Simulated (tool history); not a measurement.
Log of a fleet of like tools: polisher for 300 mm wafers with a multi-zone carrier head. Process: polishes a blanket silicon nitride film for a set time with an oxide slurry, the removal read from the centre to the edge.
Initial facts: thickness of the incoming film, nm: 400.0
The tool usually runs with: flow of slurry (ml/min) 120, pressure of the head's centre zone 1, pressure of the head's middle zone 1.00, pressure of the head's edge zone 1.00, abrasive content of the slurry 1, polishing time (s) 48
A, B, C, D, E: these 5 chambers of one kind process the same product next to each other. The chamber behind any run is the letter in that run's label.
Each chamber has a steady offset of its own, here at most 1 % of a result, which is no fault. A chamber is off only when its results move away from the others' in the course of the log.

run,day,flow of slurry (ml/min),pressure of the head's centre zone,pressure of the head's middle zone,pressure of the head's edge zone,abrasive content of the slurry,polishing time (s),film removed at the wafer's centre (angstrom),film removed at mid-radius (angstrom),film removed at the wafer's edge (angstrom)
1D,0.162,120,1,1.00,1.00,1,48,375.82,375.19,380.13
# day 0.296: chamber A: slurry nozzle cleaned
# day 0.375: chamber D: worn pad replaced by a new one
2E,0.421,120,1,1.00,1.00,1,48,374.10,372.05,372.45
3C,0.671,120,1,1.00,1.00,1,48,367.12,373.16,374.61
# day 0.683: chamber E: worn pad replaced by a new one
4A,0.833,120,1,1.00,1.00,1,48,382.96,376.45,367.71
# day 0.862: chamber C: worn pad replaced by a new one
# day 0.979: chamber B: worn pad replaced by a new one
5B,1.058,120,1,1.00,1.00,1,48,364.08,371.88,381.86
# day 1.196: chamber A: worn pad replaced by a new one
6A,1.250,120,1,1.00,1.00,1,48,369.69,373.59,377.54
7E,1.400,95,1,1.00,1.00,1,48,349.45,347.88,365.51
8D,1.542,95,1,1.00,1.00,1,48,350.99,352.62,361.86
9C,1.708,95,1,1.00,1.00,1,48,343.60,352.73,357.44
10B,1.912,95,1,1.00,1.00,1,48,342.54,350.08,348.90
11B,2.158,95,1,1.00,1.00,1,48,344.13,351.17,355.92
12D,2.417,120,1,1.00,1.00,1,48,381.72,375.07,385.76
13A,2.692,120,1,1.00,1.00,1,48,378.87,372.94,369.89
14E,2.858,120,1,1.00,1.00,1,48,376.32,369.08,376.29
# day 2.962: chamber A: centre zone pressure recalibrated
# day 2.967: chamber B: worn pad replaced by a new one
# day 3.054: chamber E: worn pad replaced by a new one
15C,3.071,120,1,1.00,1.00,1,48,371.90,371.49,366.73
16B,3.233,120,1,1.00,1.00,1,48,389.51,377.89,371.85
# day 3.329: chamber B: slurry nozzle cleaned
17E,3.433,120,1,1.00,1.00,1,48,376.12,372.69,369.54
# day 3.621: chamber D: worn pad replaced by a new one
18D,3.700,120,1,1.00,1.00,1,48,369.95,374.01,375.76
19C,3.942,120,1,1.00,1.00,1,48,379.78,375.61,384.14
20A,4.096,120,1,1.00,1.00,1,48,373.02,376.01,376.24
# day 4.208: chamber C: worn pad replaced by a new one
21C,4.262,120,1,1.00,1.00,1,48,372.26,374.52,371.65
22A,4.442,120,1,1.00,1.00,1,48,375.74,367.82,377.85
23B,4.596,120,1,1.00,1.00,1,48,396.62,371.57,372.36
# day 4.717: chamber B: worn pad replaced by a new one
24D,4.721,120,1,1.00,1.00,1,48,375.77,375.79,376.48
# day 4.800: chamber A: worn pad replaced by a new one
# day 4.854: chamber A: edge zone pressure recalibrated
25E,4.875,120,1,1.00,1.00,1,48,372.15,368.61,377.91
26E,5.067,120,1,1.11,1.04,1,48,375.30,410.44,381.08
27C,5.217,120,1,1.11,1.04,1,48,373.74,414.66,387.20
# day 5.221: chamber E: worn pad replaced by a new one
28D,5.454,120,1,1.11,1.04,1,48,377.01,417.30,377.11
29A,5.662,120,1,1.11,1.04,1,48,388.66,411.50,374.72
30B,5.804,120,1,1.11,1.04,1,48,396.70,412.86,375.16
31E,5.988,120,1,1.00,1.00,1,48,376.65,375.00,371.13
32D,6.129,120,1,1.00,1.00,1,48,367.57,373.50,376.03
33B,6.417,120,1,1.00,1.00,1,48,404.77,375.37,364.86
34A,6.558,120,1,1.00,1.00,1,48,373.31,367.42,372.01

Predict what each chamber gives when all 5 of them run the settings below next.
35A,6.771,120,1,0.96,1.00,1,48,?,?,?
35B,6.771,120,1,0.96,1.00,1,48,?,?,?
35C,6.771,120,1,0.96,1.00,1,48,?,?,?
35D,6.771,120,1,0.96,1.00,1,48,?,?,?
35E,6.771,120,1,0.96,1.00,1,48,?,?,?

run,film removed at the wafer's centre (angstrom),film removed at mid-radius (angstrom),film removed at the wafer's edge (angstrom)
35A,379.31,351.82,377.83
35B,405.65,362.86,370.11
35C,368.01,360.49,374.97
35D,369.19,360.68,382.40
35E,372.99,365.51,370.94
